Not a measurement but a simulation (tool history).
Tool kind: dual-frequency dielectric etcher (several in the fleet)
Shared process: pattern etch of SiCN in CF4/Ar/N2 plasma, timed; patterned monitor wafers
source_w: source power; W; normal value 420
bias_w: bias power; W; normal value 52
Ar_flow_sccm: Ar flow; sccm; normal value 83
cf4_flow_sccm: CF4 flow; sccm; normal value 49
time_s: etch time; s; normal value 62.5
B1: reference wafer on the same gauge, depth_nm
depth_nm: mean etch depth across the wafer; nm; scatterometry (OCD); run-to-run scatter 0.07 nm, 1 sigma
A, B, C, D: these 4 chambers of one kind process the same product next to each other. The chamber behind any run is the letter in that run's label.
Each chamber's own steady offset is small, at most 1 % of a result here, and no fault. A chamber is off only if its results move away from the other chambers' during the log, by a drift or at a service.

Run 1A, day 0.188: usual settings; B1 37.401. Result: depth_nm 43.793 nm.
Run 2D, day 0.471: usual settings; B1 37.383. Result: depth_nm 43.97 nm.
Run 3C, day 0.704: usual settings; B1 37.366. Result: depth_nm 43.972 nm.
At day 0.921: chamber D: wet clean of the chamber.
Run 4B, day 0.929: usual settings; B1 37.363. Result: depth_nm 43.926 nm.
Run 5A, day 1.217: usual settings but bias_w 40 W, time_s 51 s; B1 37.37. Result: depth_nm 32.781 nm.
Run 6B, day 1.496: usual settings but bias_w 40 W, time_s 51 s; B1 37.341. Result: depth_nm 32.898 nm.
Run 7C, day 1.808: usual settings but bias_w 40 W, time_s 51 s; B1 37.336. Result: depth_nm 32.873 nm.
Run 8D, day 2.142: usual settings but bias_w 40 W, time_s 51 s; B1 37.32. Result: depth_nm 32.83 nm.
Run 9D, day 2.392: usual settings; B1 37.3. Result: depth_nm 43.897 nm.
Run 10A, day 2.629: usual settings; B1 37.289. Result: depth_nm 43.706 nm.
Run 11B, day 2.967: usual settings; B1 37.285. Result: depth_nm 43.868 nm.
Run 12C, day 3.171: usual settings; B1 37.278. Result: depth_nm 43.957 nm.
Run 13D, day 3.379: usual settings; B1 37.253. Result: depth_nm 43.895 nm.
Run 14B, day 3.65: usual settings; B1 37.248. Result: depth_nm 43.811 nm.
Run 15A, day 3.867: usual settings but source_w 460 W; B1 37.251. Result: depth_nm 47.179 nm.
Run 16C, day 4.138: usual settings but source_w 460 W; B1 37.246. Result: depth_nm 47.512 nm.
Run 17D, day 4.342: usual settings but source_w 460 W; B1 37.232. Result: depth_nm 47.494 nm.
Run 18A, day 4.554: usual settings but source_w 460 W; B1 37.216. Result: depth_nm 47.243 nm.
Run 19C, day 4.854: usual settings; B1 37.198. Result: depth_nm 43.788 nm.
Run 20B, day 5.054: usual settings; B1 37.201. Result: depth_nm 43.778 nm.
Run 21D, day 5.404: usual settings; B1 37.186. Result: depth_nm 43.9 nm.
Run 22B, day 5.6: usual settings; B1 37.203. Result: depth_nm 43.68 nm.
Run 23C, day 5.8: usual settings; B1 37.177. Result: depth_nm 43.677 nm.
Run 24A, day 5.979: usual settings but Ar_flow_sccm 102 sccm; B1 37.171. Result: depth_nm 41.969 nm.
Run 25D, day 6.15: usual settings but Ar_flow_sccm 102 sccm; B1 37.15. Result: depth_nm 42.233 nm.

Read the log: is a single chamber off, either drifting away or since a service, is the gauge that measures every chamber drifting, or is nothing wrong beyond small per-chamber offsets? Name any odd chamber and what most likely caused it.

Every chamber seems to shift together because the gauge that measures them all drifts; the chambers themselves are fine.
Cause: gauge reads low (%) = 0.664.

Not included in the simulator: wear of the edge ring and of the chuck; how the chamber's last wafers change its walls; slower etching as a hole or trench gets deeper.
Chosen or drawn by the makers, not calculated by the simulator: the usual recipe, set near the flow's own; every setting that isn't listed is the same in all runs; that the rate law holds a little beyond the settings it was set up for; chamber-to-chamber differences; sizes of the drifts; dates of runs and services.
